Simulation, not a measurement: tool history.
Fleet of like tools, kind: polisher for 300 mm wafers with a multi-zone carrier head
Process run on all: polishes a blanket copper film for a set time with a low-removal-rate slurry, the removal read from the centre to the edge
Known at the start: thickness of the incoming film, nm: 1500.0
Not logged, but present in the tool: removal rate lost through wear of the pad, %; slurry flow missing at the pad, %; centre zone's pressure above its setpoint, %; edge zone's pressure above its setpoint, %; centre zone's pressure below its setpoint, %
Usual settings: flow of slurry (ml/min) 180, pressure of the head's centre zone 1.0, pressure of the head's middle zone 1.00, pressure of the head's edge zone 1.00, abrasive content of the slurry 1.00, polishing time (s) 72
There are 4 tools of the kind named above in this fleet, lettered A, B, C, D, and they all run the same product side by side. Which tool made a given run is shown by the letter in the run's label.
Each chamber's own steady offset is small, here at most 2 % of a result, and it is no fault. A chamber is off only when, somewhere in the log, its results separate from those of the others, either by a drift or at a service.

run,day,flow of slurry (ml/min),pressure of the head's centre zone,pressure of the head's middle zone,pressure of the head's edge zone,abrasive content of the slurry,polishing time (s),wafers polished on this pad,hours since the slurry nozzle was cleaned,hours since the centre zone pressure was calibrated,hours since the edge zone pressure was calibrated,film removed at the wafer's centre (angstrom),film removed at mid-radius (angstrom),film removed at the wafer's edge (angstrom)
# day 0.038: chamber D: worn pad replaced by a new one
1A,0.242,180,1.0,1.00,1.00,1.00,72,685,191.4,625.0,252.7,2497.8,2509.2,2481.8
2C,0.500,180,1.0,1.00,1.00,1.00,72,899,173.4,362.2,244.8,2461.3,2479.8,2445.7
3B,0.833,180,1.0,1.00,1.00,1.00,72,670,293.0,182.9,561.3,2466.3,2496.2,2473.1
4D,1.188,180,1.0,1.00,1.00,1.00,72,358,429.0,170.7,67.2,2429.0,2446.5,2443.9
5C,1.392,180,1.1,1.00,1.00,1.00,86,1177,194.8,383.6,266.2,3236.3,2953.8,2956.6
# day 1.575: chamber C: worn pad replaced by a new one
6B,1.604,180,1.1,1.00,1.00,1.00,86,910,311.5,201.4,579.8,3261.9,2988.5,2954.9
7D,1.946,180,1.1,1.00,1.00,1.00,86,594,447.2,188.9,85.4,3192.6,2948.2,2906.3
8A,2.317,180,1.1,1.00,1.00,1.00,86,1332,241.2,674.8,302.5,3316.9,2919.0,2963.9
# day 2.342: chamber A: worn pad replaced by a new one
# day 2.362: chamber D: worn pad replaced by a new one
# day 2.554: chamber B: slurry nozzle cleaned
9B,2.558,180,1.0,1.00,1.00,1.00,72,1208,0.2,224.3,602.7,2456.3,2509.2,2494.2
10D,2.925,180,1.0,1.00,1.00,1.00,72,175,470.7,212.4,108.9,2438.4,2533.2,2443.0
11A,3.271,180,1.0,1.00,0.95,1.00,72,290,264.1,697.7,325.4,2487.8,2451.8,2396.1
12C,3.600,180,1.0,1.00,0.95,1.00,72,631,247.8,436.6,319.2,2450.1,2483.7,2413.4
13D,3.904,180,1.0,1.00,0.95,1.00,72,480,494.2,235.9,132.4,2443.7,2445.4,2351.3
14B,4.204,180,1.0,1.00,0.95,1.00,72,1720,39.7,263.8,642.2,2464.4,2443.2,2394.5
15A,4.471,180,1.0,1.00,1.00,1.00,72,664,292.9,726.5,354.2,2527.9,2471.4,2461.5
# day 4.812: chamber A: slurry nozzle cleaned
16C,4.846,180,1.0,1.00,1.00,1.00,72,1019,277.7,466.5,349.1,2405.9,2486.5,2445.1
# day 5.025: chamber D: worn pad replaced by a new one
17D,5.146,180,1.0,1.00,1.00,1.00,72,38,524.0,265.7,162.2,2435.7,2416.7,2426.5
18C,5.442,180,1.0,1.00,1.00,1.00,72,1204,292.0,480.8,363.4,2439.3,2437.2,2466.6
19A,5.646,180,1.0,0.91,1.00,1.00,86,1030,20.0,754.7,382.4,3014.5,2772.8,2977.2
# day 5.667: chamber C: worn pad replaced by a new one
20B,5.933,180,1.0,0.91,1.00,1.00,86,2259,81.2,305.3,683.7,2897.7,2704.0,2915.1
21C,6.129,180,1.0,0.91,1.00,1.00,86,145,308.5,497.3,379.9,2924.5,2806.4,2984.0
# day 6.454: chamber B: edge zone pressure recalibrated
22D,6.500,180,1.0,0.91,1.00,1.00,86,460,556.5,298.2,194.7,2957.3,2706.9,2917.2
23A,6.692,180,1.0,1.00,1.00,1.00,72,1356,45.1,779.8,407.5,2518.2,2507.8,2487.3
24B,7.054,205,1.0,1.00,1.00,0.85,72,2608,108.1,332.2,14.4,2372.0,2383.7,2383.1
# day 7.183: chamber D: worn pad replaced by a new one
25C,7.346,205,1.0,1.00,1.00,0.85,72,524,337.7,526.5,409.1,2440.8,2427.9,2426.2
# day 7.379: chamber A: worn pad replaced by a new one
26D,7.562,205,1.0,1.00,1.00,0.85,72,118,582.0,323.7,220.2,2415.7,2363.8,2398.7
27A,7.896,205,1.0,1.00,1.00,0.85,72,161,74.0,808.7,436.4,2472.8,2482.1,2446.6
28B,8.104,180,1.0,1.00,1.00,1.00,72,2935,133.3,357.4,39.6,2393.9,2363.3,2403.4
29A,8.400,180,1.0,1.00,1.00,1.00,72,318,86.1,820.8,448.5,2449.0,2404.9,2446.5
30C,8.658,180,1.0,1.00,1.00,1.00,72,932,369.2,558.0,440.6,2489.3,2446.5,2427.2
31B,8.904,180,1.0,1.00,1.00,1.00,72,3184,152.5,376.6,58.8,2327.6,2333.2,2375.2
32D,9.188,180,1.0,1.00,1.00,1.00,72,624,621.0,362.7,259.2,2475.6,2466.9,2404.0
33C,9.479,180,1.0,1.00,1.00,1.00,72,1188,388.9,577.7,460.3,2483.1,2501.3,2456.6
# day 9.683: chamber C: worn pad replaced by a new one
34B,9.758,180,1.0,1.00,1.00,1.00,72,3450,173.0,397.1,79.3,2350.6,2355.3,2332.7
# day 9.842: chamber A: centre zone pressure recalibrated
# day 10.029: chamber D: worn pad replaced by a new one
35A,10.112,180,1.0,1.00,1.00,1.00,72,852,127.2,6.6,489.6,2528.6,2453.8,2474.4
36D,10.292,180,1.0,1.00,0.96,0.80,72,82,647.5,389.2,285.7,2360.5,2354.9,2241.0
37D,10.508,180,1.0,1.00,0.96,0.80,72,149,652.7,394.4,290.9,2301.4,2416.0,2238.2
38B,10.829,180,1.0,1.00,0.96,0.80,72,3784,198.7,422.8,105.0,2231.1,2229.1,2183.7
39A,11.062,180,1.0,1.00,0.96,0.80,72,1147,150.0,29.4,512.4,2349.4,2323.3,2333.9
40C,11.333,180,1.0,1.00,1.00,1.00,72,514,433.4,622.2,504.8,2458.6,2539.6,2465.9
41B,11.646,180,1.0,1.00,1.00,1.00,72,4038,218.3,442.4,124.6,2292.3,2377.7,2309.8
42D,11.808,180,1.0,1.00,0.90,1.00,72,554,683.9,425.6,322.1,2437.4,2445.0,2289.0
43C,12.088,180,1.0,1.00,0.90,1.00,72,749,451.5,640.3,522.9,2465.4,2475.9,2315.4
# day 12.388: chamber A: worn pad replaced by a new one
44A,12.421,180,1.0,1.00,0.90,1.00,72,10,182.6,62.0,545.0,2506.3,2513.8,2357.3

Decide between three cases: one chamber stands off from its peers, the gauge reading all wafers drifts, or nothing is wrong past each chamber's small offset. Where a chamber is off, say which and what most likely put it there.

It is chamber B that slowly wanders off from its peers.
Likeliest cause: removal rate lost through wear of the pad, % = 8.44.
The log might look much the same if the cause were instead: slurry flow missing at the pad, %.

Which of the 4 candidates below, each the usual settings with something changed and its results left as question marks, puts chamber B back in line with what the other chambers give on the usual settings?
Maximum distance from the other chambers' mean on the usual settings for a result to count as in line: film removed at the wafer's centre (angstrom) 89.0; film removed at mid-radius (angstrom) 130.0; film removed at the wafer's edge (angstrom) 56.0
45B-1,12.692,185,1.01,1.01,1.00,1.00,81,,,,,?,?,?
45B-2,12.692,185,1.01,1.01,1.00,1.00,77,,,,,?,?,?
45B-3,12.692,175,0.98,0.99,1.00,1.00,64,,,,,?,?,?
45B-4,12.692,175,0.99,0.99,1.00,1.00,67,,,,,?,?,?

Mean of the other chambers on the usual settings: film removed at the wafer's centre (angstrom) 2461.9; film removed at mid-radius (angstrom) 2476.1; film removed at the wafer's edge (angstrom) 2454.5
run,film removed at the wafer's centre (angstrom),film removed at mid-radius (angstrom),film removed at the wafer's edge (angstrom)
45B-1,2576.3,2571.5,2554.6
45B-2,2449.1,2444.5,2428.4
45B-3,1948.8,1977.2,2006.0
45B-4,2063.3,2069.7,2100.1
45B-2 is the one that brings the chamber's results back in line with the other chambers.
